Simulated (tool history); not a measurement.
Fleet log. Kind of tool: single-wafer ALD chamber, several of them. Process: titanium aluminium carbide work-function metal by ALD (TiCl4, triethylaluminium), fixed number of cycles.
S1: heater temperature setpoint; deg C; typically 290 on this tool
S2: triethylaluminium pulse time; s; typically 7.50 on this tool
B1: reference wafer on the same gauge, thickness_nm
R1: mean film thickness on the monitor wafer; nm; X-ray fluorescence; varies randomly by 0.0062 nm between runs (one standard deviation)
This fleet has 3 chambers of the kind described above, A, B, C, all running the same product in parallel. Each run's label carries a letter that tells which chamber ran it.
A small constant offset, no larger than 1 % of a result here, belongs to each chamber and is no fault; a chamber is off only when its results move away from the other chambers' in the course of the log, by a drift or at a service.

{"run": "1B", "hour": 9.3, "S1": 290, "S2": 7.5, "B1": 1.8781, "R1": 1.8307}
{"run": "2C", "hour": 18.4, "S1": 290, "S2": 7.5, "B1": 1.8806, "R1": 1.8435}
{"run": "3A", "hour": 25.5, "S1": 290, "S2": 7.5, "B1": 1.88, "R1": 1.8183}
{"run": "4C", "hour": 30.7, "S1": 290, "S2": 7.5, "B1": 1.8805, "R1": 1.8511}
{"run": "5A", "hour": 38.7, "S1": 290, "S2": 7.5, "B1": 1.8799, "R1": 1.8199}
{"run": "6B", "hour": 46.9, "S1": 290, "S2": 4.91, "B1": 1.8806, "R1": 1.6028}
{"run": "7C", "hour": 54.8, "S1": 290, "S2": 4.91, "B1": 1.879, "R1": 1.6326}
{"run": "8B", "hour": 63.6, "S1": 290, "S2": 4.91, "B1": 1.8819, "R1": 1.5953}
{"run": "9A", "hour": 70.4, "S1": 290, "S2": 7.5, "B1": 1.882, "R1": 1.8204}
{"run": "10A", "hour": 76.0, "S1": 290, "S2": 7.5, "B1": 1.8817, "R1": 1.8256}
{"run": "11C", "hour": 81.4, "S1": 290, "S2": 7.5, "B1": 1.8799, "R1": 1.8508}
{"run": "12B", "hour": 88.9, "S1": 290, "S2": 7.5, "B1": 1.8798, "R1": 1.7967}
{"run": "13B", "hour": 97.0, "S1": 276, "S2": 5.97, "B1": 1.8794, "R1": 1.5976}
{"run": "14C", "hour": 107.2, "S1": 276, "S2": 5.97, "B1": 1.8811, "R1": 1.64}
{"run": "15A", "hour": 114.0, "S1": 276, "S2": 5.97, "B1": 1.8805, "R1": 1.6059}
{"run": "16C", "hour": 121.0, "S1": 290, "S2": 7.5, "B1": 1.8794, "R1": 1.8529}
{"run": "17B", "hour": 129.1, "S1": 290, "S2": 7.5, "B1": 1.8815, "R1": 1.801}
{"run": "18A", "hour": 135.3, "S1": 290, "S2": 7.5, "B1": 1.8801, "R1": 1.831}
{"run": "19A", "hour": 144.0, "S1": 290, "S2": 7.5, "B1": 1.8821, "R1": 1.8216}
{"run": "20B", "hour": 154.0, "S1": 290, "S2": 7.5, "B1": 1.8786, "R1": 1.8005}
{"run": "21C", "hour": 159.1, "S1": 290, "S2": 7.5, "B1": 1.8798, "R1": 1.8499}
{"run": "22B", "hour": 165.3, "S1": 279, "S2": 4.57, "B1": 1.8788, "R1": 1.4305}
{"run": "23A", "hour": 170.9, "S1": 279, "S2": 4.57, "B1": 1.8797, "R1": 1.488}
{"run": "24C", "hour": 181.1, "S1": 279, "S2": 4.57, "B1": 1.8795, "R1": 1.513}
{"run": "25C", "hour": 186.2, "S1": 290, "S2": 7.5, "B1": 1.8812, "R1": 1.8336}
{"run": "26B", "hour": 193.7, "S1": 290, "S2": 7.5, "B1": 1.8789, "R1": 1.7731}
{"run": "27A", "hour": 202.7, "S1": 290, "S2": 7.5, "B1": 1.8798, "R1": 1.8195}
{"run": "28B", "hour": 208.1, "S1": 290, "S2": 7.5, "B1": 1.8791, "R1": 1.7691}
{"run": "29C", "hour": 216.0, "S1": 277, "S2": 7.5, "B1": 1.8804, "R1": 1.7394}

Read the log: is a single chamber off, either drifting away or since a service, is the gauge that measures every chamber drifting, or is nothing wrong beyond small per-chamber offsets? Name any odd chamber and what most likely caused it.

One chamber, B, drifts off from the rest bit by bit.
Most likely cause: triethylaluminium dose below that of a fresh bottle (%) = 12.3.
The log may not separate it from: wafer temperature below the value expected at the setpoint (K).

Which of the 4 candidates below, each the usual settings with something changed and its results left as question marks, puts chamber B back in line with what the other chambers give on the usual settings?
In line here means within this much of the mean the other chambers give on the usual settings: R1 0.0220 nm
{"run": "30B-1", "hour": 223.5, "S1": 288, "S2": 6.77, "R1": "?"}
{"run": "30B-2", "hour": 223.5, "S1": 274, "S2": 7.5, "R1": "?"}
{"run": "30B-3", "hour": 223.5, "S1": 290, "S2": 8.68, "R1": "?"}
{"run": "30B-4", "hour": 223.5, "S1": 296, "S2": 9.31, "R1": "?"}

Mean of the other chambers on the usual settings: R1 1.8319 nm
run=30B-1 R1=1.6991
run=30B-2 R1=1.6404
run=30B-3 R1=1.8276
run=30B-4 R1=1.9024
30B-3 puts the chamber back in line with the other chambers.
